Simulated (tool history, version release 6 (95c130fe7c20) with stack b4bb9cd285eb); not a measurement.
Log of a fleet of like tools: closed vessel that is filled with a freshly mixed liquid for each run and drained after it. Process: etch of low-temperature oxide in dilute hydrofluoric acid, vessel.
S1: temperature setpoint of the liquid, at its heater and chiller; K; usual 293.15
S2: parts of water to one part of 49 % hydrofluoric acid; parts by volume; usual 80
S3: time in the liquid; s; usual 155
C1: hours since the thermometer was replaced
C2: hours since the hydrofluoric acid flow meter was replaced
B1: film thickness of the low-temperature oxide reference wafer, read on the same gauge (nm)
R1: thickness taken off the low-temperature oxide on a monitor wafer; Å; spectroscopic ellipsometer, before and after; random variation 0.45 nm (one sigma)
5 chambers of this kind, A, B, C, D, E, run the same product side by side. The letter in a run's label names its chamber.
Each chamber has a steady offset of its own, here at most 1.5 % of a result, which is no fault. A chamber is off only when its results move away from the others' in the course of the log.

run   hour      S1   S2   S3      C1      C2      B1      R1
 1C   10.3  293.15   80  155   367.9  1114.1  110.03  547.33
 2B   18.5  293.15   80  155   321.9   887.5     110  546.87
 3D   30.7  293.15   80  155   229.6  1295.6     110  559.78
 4A   40.1  293.15   80  155   920.6   420.9  109.99  548.29
 5E     50  293.15   80  155   192.5   220.1     110  552.31
 6B   57.8  293.15   80  155   361.2   926.8  110.04  543.87
 7D   65.9  293.15   80  155   264.8  1330.8  109.99   555.3
 8E     75  293.15   80  155   217.5   245.1  109.99  556.98
 9A     83  293.15   80  155   963.5   463.8     110   551.5
10C   88.9  293.15   80  155   446.5  1192.7  109.99  543.95
11A   97.2  295.15   65  155   977.7     478  109.98   750.9
12C  108.8  295.15   65  155   466.4  1212.6  109.97  751.49
13B  114.7  295.15   65  155   418.1   983.7  110.02  753.47
14E  121.7  295.15   65  155   264.2   291.8  110.02  760.41
15D  133.9  295.15   65  155   332.8  1398.8  109.99  779.35
16D  139.9  293.15   80  155   338.8  1404.8  109.98  562.07
17C  152.7  293.15   80  155   510.3  1256.5  109.97  549.23
18B  159.6  290.15   80  155     463  1028.6     110  482.42
19E  167.9  290.15   80  155   310.4     338     110  491.57
20A  174.9  290.15   80  155  1055.4   555.7  110.01  478.46
21A  184.8  290.15   80  155  1065.3   565.6  110.02  489.55
22E  192.3  290.15   80  155   334.8   362.4  110.01  487.71
23B  204.9  293.15   80  155   508.3  1073.9  110.05  542.44
     208.2  -- chamber B: thermometer replaced
24C  217.3  293.15   80  155   574.9  1321.1  109.97  544.52
25D  225.3  293.15   80  155   424.2  1490.2  109.96   554.3
26A  236.4  293.15  115  240  1116.9   617.2  109.98  578.08
27D  246.8  293.15  115  240   445.7  1511.7  109.99   583.5
28C  256.1  293.15  115  240   613.7  1359.9  110.02  567.56
29B  268.3  293.15  115  240    60.2  1137.3  110.05  565.09
30E  278.4  293.15  115  240   420.9   448.5  110.01  567.37
31D    285  293.15   80  155   483.9  1549.9     110  565.71
32C  290.9  295.15   80  215   648.5  1394.7  109.96  826.65
33A  300.5  295.15   80  215    1181   681.3  110.01  874.25
34E  308.7  295.15   80  215   451.2   478.8  109.98  836.94
35B  318.2  295.15   80  215   110.1  1187.2  109.97  814.88
36D  326.2  295.15   80  215   525.1  1591.1  110.02  846.44
37A  332.4  293.15   80  155  1212.9   713.2  109.96  589.55
38C  342.9  293.15   80  155   700.5  1446.7     110  550.86
39B  355.7  293.15   80  155   147.6  1224.7     110  546.95
40E  364.7  293.15   80  155   507.2   534.8  109.98  559.16

What goes on in this fleet: one chamber off, a drifting gauge, or nothing beyond the chambers' own small offsets? Name the chamber and the cause, if any.

Chamber A drifts away from the others.
Cause: hydrofluoric acid flow above the setpoint (%) = 8.53.
The log may not tell that from: liquid hotter than its thermometer reads (K).

Here are 4 candidates for chamber A's next run, each the usual settings with a change, their results left as question marks. Which one brings its results back in line with what the others give on the usual settings?
In line means no further than this from the other chambers' mean on the usual settings: R1 16 Å
41A-1  374.1  293.65  80  175               ?
41A-2  374.1  292.65  85  155               ?
41A-3  374.1  292.65  90  155               ?
41A-4  374.1  293.15  80  170               ?

The other chambers' mean on the usual settings: R1 552.03 Å
  run      R1
41A-1  688.64
41A-2  547.27
41A-3  513.82
41A-4  655.16
41A-2 brings the chamber back in line.
